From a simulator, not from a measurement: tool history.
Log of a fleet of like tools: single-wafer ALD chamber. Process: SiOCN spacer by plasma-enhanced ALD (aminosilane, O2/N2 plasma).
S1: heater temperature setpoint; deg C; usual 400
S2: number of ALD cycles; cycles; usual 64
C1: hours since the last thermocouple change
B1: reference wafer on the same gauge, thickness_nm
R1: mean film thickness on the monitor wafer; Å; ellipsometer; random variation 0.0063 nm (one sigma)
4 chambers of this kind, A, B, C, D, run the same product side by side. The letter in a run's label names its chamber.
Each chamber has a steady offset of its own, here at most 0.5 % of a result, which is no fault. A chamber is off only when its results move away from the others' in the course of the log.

run	hour	S1	S2	C1	B1	R1
1D	8.4	400	64	203.1	3.4890	38.377
2A	16.7	400	64	387.0	3.4927	38.650
3C	23.6	400	64	165.6	3.4937	38.682
4B	31.4	400	64	194.5	3.4946	38.774
5B	40.0	400	64	203.1	3.4949	38.835
6D	45.0	400	64	239.7	3.4956	38.483
7A	52.7	400	64	423.0	3.4965	38.917
8C	59.3	400	64	201.3	3.4975	38.817
9C	65.6	400	64	207.6	3.4999	38.764
10B	69.8	400	64	232.9	3.5008	38.891
11D	76.5	400	64	271.2	3.4998	38.603
12A	83.3	400	64	453.6	3.5023	38.875
13D	91.4	400	64	286.1	3.5023	38.477
14B	98.4	400	64	261.5	3.5029	38.928
15A	103.8	400	57	474.1	3.5054	34.709
16C	112.4	400	57	254.4	3.5050	34.623
17A	119.0	400	57	489.3	3.5082	34.527
18B	126.9	400	57	290.0	3.5080	34.716
19D	131.2	400	64	325.9	3.5075	38.671
20C	137.3	400	64	279.3	3.5097	38.887
21C	142.6	400	64	284.6	3.5090	38.962
22B	147.7	400	64	310.8	3.5106	39.014
23D	151.9	389	64	346.6	3.5118	38.607
24A	158.2	389	64	528.5	3.5114	38.929
25D	162.5	389	64	357.2	3.5131	38.781

What goes on in this fleet: one chamber off, a drifting gauge, or nothing beyond the chambers' own small offsets? Name the chamber and the cause, if any.

The gauge drifts, so all chambers seem to drift together. No chamber is off.
Cause: gauge reads high (%) = 0.682.
